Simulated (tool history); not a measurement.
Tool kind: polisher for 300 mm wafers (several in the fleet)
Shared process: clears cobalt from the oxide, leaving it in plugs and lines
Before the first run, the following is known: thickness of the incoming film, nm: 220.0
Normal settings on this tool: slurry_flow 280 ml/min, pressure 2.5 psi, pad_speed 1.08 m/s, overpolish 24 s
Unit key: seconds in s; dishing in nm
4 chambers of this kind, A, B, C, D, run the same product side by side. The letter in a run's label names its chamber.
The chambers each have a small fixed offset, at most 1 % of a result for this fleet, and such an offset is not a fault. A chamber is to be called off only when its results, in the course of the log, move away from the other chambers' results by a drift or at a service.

run   hour  slurry_flow  pressure  pad_speed  overpolish  wafers polished on this pad  hours since the slurry nozzle was cleaned  hours since the head pressure was calibrated  seconds  dishing
 1A    8.9          280       2.5       1.08          24                         1096                                      232.2                                           601   34.603   77.378
      18.8  -- chamber A: worn pad replaced by a new one
 2C   19.9          280       2.5       1.08          24                          329                                       38.3                                         562.5   35.321   76.308
 3B     34          280       2.5       1.08          24                         1290                                      147.2                                         689.4   35.717   79.889
        39  -- chamber B: worn pad replaced by a new one
 4D   45.1          280       2.5       1.08          24                          990                                       69.6                                         337.2   35.318   77.534
 5A     55          280       2.5       1.08          24                          310                                      278.3                                         647.1   35.197   78.585
        60  -- chamber D: worn pad replaced by a new one
 6B   65.2          280       2.5       1.08          24                          224                                      178.4                                         720.6   35.399   75.825
 7D   72.9          280       2.5       1.08          24                          110                                       97.4                                           365    35.71   75.083
      82.7  -- chamber A: slurry nozzle cleaned
 8C   82.9          280       2.5       1.08          24                          868                                      101.3                                         625.5   34.461   75.113
 9C   95.6          280       2.5       1.08          24                          977                                        114                                         638.2    33.96   75.209
10D  103.7          280       2.5       1.08          24                          374                                      128.2                                         395.8   34.877   77.867
11B  117.2          280       2.5       1.08          24                          669                                      230.4                                         772.6   35.278   77.118
     122.6  -- chamber C: worn pad replaced by a new one
12A    129          280       2.5       1.08          24                          943                                       46.4                                         721.1   35.691   77.487
13C  140.5          280       2.5       1.08          24                          153                                      158.9                                         683.1   34.326   74.131
     140.9  -- chamber A: worn pad replaced by a new one
14A  148.1          280       2.5       0.96          24                           62                                       65.5                                         740.2    39.09   72.856
15B  164.6          280       2.5       0.96          24                         1075                                      277.8                                           820   38.812   71.571
16D  173.1          280       2.5       0.96          24                          968                                      197.6                                         465.2   39.144   75.275
17B  184.3          280       2.5       0.96          24                         1243                                      297.5                                         839.7   39.956   73.493
     187.5  -- chamber D: worn pad replaced by a new one
18A  194.8          280       2.5       1.08          24                          461                                      112.2                                         786.9   36.539   75.019
       202  -- chamber C: head pressure recalibrated
19C  207.4          280       2.5       1.46          24                          726                                      225.8                                           5.4   25.841   86.158
     210.3  -- chamber B: worn pad replaced by a new one
20D  216.9          280       2.5       1.46          24                          252                                      241.4                                           509   25.859   86.493
21D  229.4          280       2.5       1.46          24                          359                                      253.9                                         521.5   25.656   86.674
       239  -- chamber C: worn pad replaced by a new one
22A  240.7          280       2.5       1.46          24                          854                                      158.1                                         832.8   26.987   84.831
23C  253.6          280       2.5       1.08          24                          125                                        272                                          51.6   35.209   74.497
24B  264.6          280       2.5       1.08          24                          465                                      377.8                                           920   34.874   75.503
25B  277.1          280       2.5       1.08          24                          572                                      390.3                                         932.5   34.601   78.894

What goes on in this fleet: one chamber off, a drifting gauge, or nothing beyond the chambers' own small offsets? Name the chamber and the cause, if any.

Little by little, chamber A moves away from the other chambers.
Likeliest cause: head's pressure below its setpoint, % = 9.17.

Below are 4 candidate recipes for chamber A's next run, each the usual settings with a change, their results shown as question marks. Which of them brings A's results back in line with what the other chambers give on the usual settings?
Maximum distance from the other chambers' mean on the usual settings for a result to count as in line: seconds 1.8 s; dishing 5.1 nm
26A-1  289.1          280       2.3       0.98          24                                                                                                                              ?        ?
26A-2  289.1          280       2.4       1.04          24                                                                                                                              ?        ?
26A-3  289.1          280       2.6       1.12          24                                                                                                                              ?        ?
26A-4  289.1          280       2.7       1.18          24                                                                                                                              ?        ?

Mean of the other chambers on the usual settings: seconds 35.2 s; dishing 76.494 nm
  run  seconds  dishing
26A-1   46.114   67.073
26A-2   41.683   70.578
26A-3   35.783   75.655
26A-4    32.73    78.45
26A-3 brings the chamber back in line.

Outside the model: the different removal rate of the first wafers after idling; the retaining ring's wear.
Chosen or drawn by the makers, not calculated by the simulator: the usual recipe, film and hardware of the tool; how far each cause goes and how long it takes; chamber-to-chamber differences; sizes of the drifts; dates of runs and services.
